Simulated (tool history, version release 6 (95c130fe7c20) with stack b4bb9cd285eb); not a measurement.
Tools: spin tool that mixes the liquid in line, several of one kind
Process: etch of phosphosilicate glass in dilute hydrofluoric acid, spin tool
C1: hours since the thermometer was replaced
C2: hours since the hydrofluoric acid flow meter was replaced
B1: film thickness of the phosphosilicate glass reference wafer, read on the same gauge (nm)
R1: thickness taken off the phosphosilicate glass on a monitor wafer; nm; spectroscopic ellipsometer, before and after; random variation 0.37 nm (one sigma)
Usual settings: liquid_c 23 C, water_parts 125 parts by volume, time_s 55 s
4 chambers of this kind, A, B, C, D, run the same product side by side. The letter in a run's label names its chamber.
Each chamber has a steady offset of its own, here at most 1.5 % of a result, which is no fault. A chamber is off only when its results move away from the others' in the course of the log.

{"run": "1C", "hour": 6.3, "liquid_c": 23, "water_parts": 125, "time_s": 55, "C1": 2106.9, "C2": 399.2, "B1": 30.01, "R1": 39.543}
{"run": "2B", "hour": 18.4, "liquid_c": 23, "water_parts": 125, "time_s": 55, "C1": 414.8, "C2": 494.2, "B1": 29.987, "R1": 40.717}
{"run": "3A", "hour": 24.9, "liquid_c": 23, "water_parts": 125, "time_s": 55, "C1": 1768.1, "C2": 2134.4, "B1": 29.978, "R1": 39.202}
{"run": "4D", "hour": 32.9, "liquid_c": 23, "water_parts": 125, "time_s": 55, "C1": 1742.6, "C2": 840.4, "B1": 30.005, "R1": 40.476}
{"run": "5A", "hour": 43.0, "liquid_c": 23, "water_parts": 125, "time_s": 55, "C1": 1786.2, "C2": 2152.5, "B1": 29.986, "R1": 38.924}
{"run": "6B", "hour": 57.0, "liquid_c": 23, "water_parts": 125, "time_s": 55, "C1": 453.4, "C2": 532.8, "B1": 29.985, "R1": 39.621}
{"run": "7D", "hour": 68.6, "liquid_c": 23, "water_parts": 125, "time_s": 55, "C1": 1778.3, "C2": 876.1, "B1": 30, "R1": 40.228}
{"run": "8C", "hour": 82.6, "liquid_c": 23, "water_parts": 125, "time_s": 55, "C1": 2183.2, "C2": 475.5, "B1": 30.004, "R1": 39.322}
{"run": "9C", "hour": 91.1, "liquid_c": 23, "water_parts": 125, "time_s": 55, "C1": 2191.7, "C2": 484, "B1": 29.988, "R1": 39.237}
{"run": "10D", "hour": 101.3, "liquid_c": 23, "water_parts": 125, "time_s": 55, "C1": 1811, "C2": 908.8, "B1": 30.002, "R1": 41.412}
{"hour": 107.2, "done": "chamber A: thermometer replaced"}
{"run": "11A", "hour": 107.7, "liquid_c": 23, "water_parts": 125, "time_s": 55, "C1": 0.6, "C2": 2217.2, "B1": 30.006, "R1": 39.674}
{"run": "12B", "hour": 120.8, "liquid_c": 23, "water_parts": 125, "time_s": 55, "C1": 517.2, "C2": 596.6, "B1": 30.017, "R1": 39.765}
{"run": "13C", "hour": 131.0, "liquid_c": 23, "water_parts": 95, "time_s": 55, "C1": 2231.6, "C2": 523.9, "B1": 30.007, "R1": 52.532}
{"run": "14B", "hour": 137.2, "liquid_c": 23, "water_parts": 95, "time_s": 55, "C1": 533.6, "C2": 613, "B1": 30.006, "R1": 55.216}
{"run": "15D", "hour": 148.8, "liquid_c": 23, "water_parts": 95, "time_s": 55, "C1": 1858.5, "C2": 956.3, "B1": 30.009, "R1": 57.782}
{"hour": 152.1, "done": "chamber C: hydrofluoric acid flow meter replaced"}
{"run": "16A", "hour": 155.0, "liquid_c": 23, "water_parts": 95, "time_s": 55, "C1": 47.9, "C2": 2264.5, "B1": 29.977, "R1": 52.385}
{"run": "17B", "hour": 168.5, "liquid_c": 23, "water_parts": 125, "time_s": 55, "C1": 564.9, "C2": 644.3, "B1": 30.016, "R1": 40.047}
{"run": "18D", "hour": 176.3, "liquid_c": 23, "water_parts": 125, "time_s": 55, "C1": 1886, "C2": 983.8, "B1": 29.995, "R1": 42.499}
{"run": "19A", "hour": 186.6, "liquid_c": 23, "water_parts": 125, "time_s": 55, "C1": 79.5, "C2": 2296.1, "B1": 30, "R1": 39.857}
{"run": "20C", "hour": 195.1, "liquid_c": 23, "water_parts": 125, "time_s": 55, "C1": 2295.7, "C2": 43, "B1": 30.009, "R1": 39.325}
{"run": "21B", "hour": 204.5, "liquid_c": 23, "water_parts": 125, "time_s": 55, "C1": 600.9, "C2": 680.3, "B1": 30.003, "R1": 40.717}
{"run": "22D", "hour": 215.0, "liquid_c": 23, "water_parts": 125, "time_s": 55, "C1": 1924.7, "C2": 1022.5, "B1": 29.991, "R1": 42.882}
{"run": "23C", "hour": 227.3, "liquid_c": 23, "water_parts": 125, "time_s": 55, "C1": 2327.9, "C2": 75.2, "B1": 29.996, "R1": 38.925}
{"run": "24A", "hour": 237.2, "liquid_c": 23, "water_parts": 125, "time_s": 55, "C1": 130.1, "C2": 2346.7, "B1": 29.986, "R1": 39.555}
{"run": "25A", "hour": 243.8, "liquid_c": 23, "water_parts": 155, "time_s": 70, "C1": 136.7, "C2": 2353.3, "B1": 30.006, "R1": 40.024}
{"run": "26D", "hour": 253.3, "liquid_c": 23, "water_parts": 155, "time_s": 70, "C1": 1963, "C2": 1060.8, "B1": 30.005, "R1": 44.143}
{"run": "27B", "hour": 260.0, "liquid_c": 23, "water_parts": 155, "time_s": 70, "C1": 656.4, "C2": 735.8, "B1": 29.989, "R1": 39.477}
{"run": "28C", "hour": 268.5, "liquid_c": 23, "water_parts": 155, "time_s": 70, "C1": 2369.1, "C2": 116.4, "B1": 30.004, "R1": 38.654}

Is one chamber off against the others, does the gauge drift, or is nothing wrong? If a chamber is off, say which, and what the likeliest cause is.

Chamber D drifts away from the others.
Cause: hydrofluoric acid flow above the setpoint (%) = 12.1.

Here are 4 candidates for chamber D's next run, each the usual settings with a change, their results left as question marks. Which one brings its results back in line with what the others give on the usual settings?
In line means no further than this from the other chambers' mean on the usual settings: R1 1.3 nm
{"run": "29D-1", "hour": 278.7, "liquid_c": 22.5, "water_parts": 150, "time_s": 55, "R1": "?"}
{"run": "29D-2", "hour": 278.7, "liquid_c": 23, "water_parts": 125, "time_s": 70, "R1": "?"}
{"run": "29D-3", "hour": 278.7, "liquid_c": 26.5, "water_parts": 125, "time_s": 55, "R1": "?"}
{"run": "29D-4", "hour": 278.7, "liquid_c": 19.5, "water_parts": 125, "time_s": 55, "R1": "?"}

The other chambers' mean on the usual settings: R1 39.59 nm
run=29D-1 R1=36.031
run=29D-2 R1=57.569
run=29D-3 R1=51.75
run=29D-4 R1=39.362
29D-4 brings the chamber back in line.

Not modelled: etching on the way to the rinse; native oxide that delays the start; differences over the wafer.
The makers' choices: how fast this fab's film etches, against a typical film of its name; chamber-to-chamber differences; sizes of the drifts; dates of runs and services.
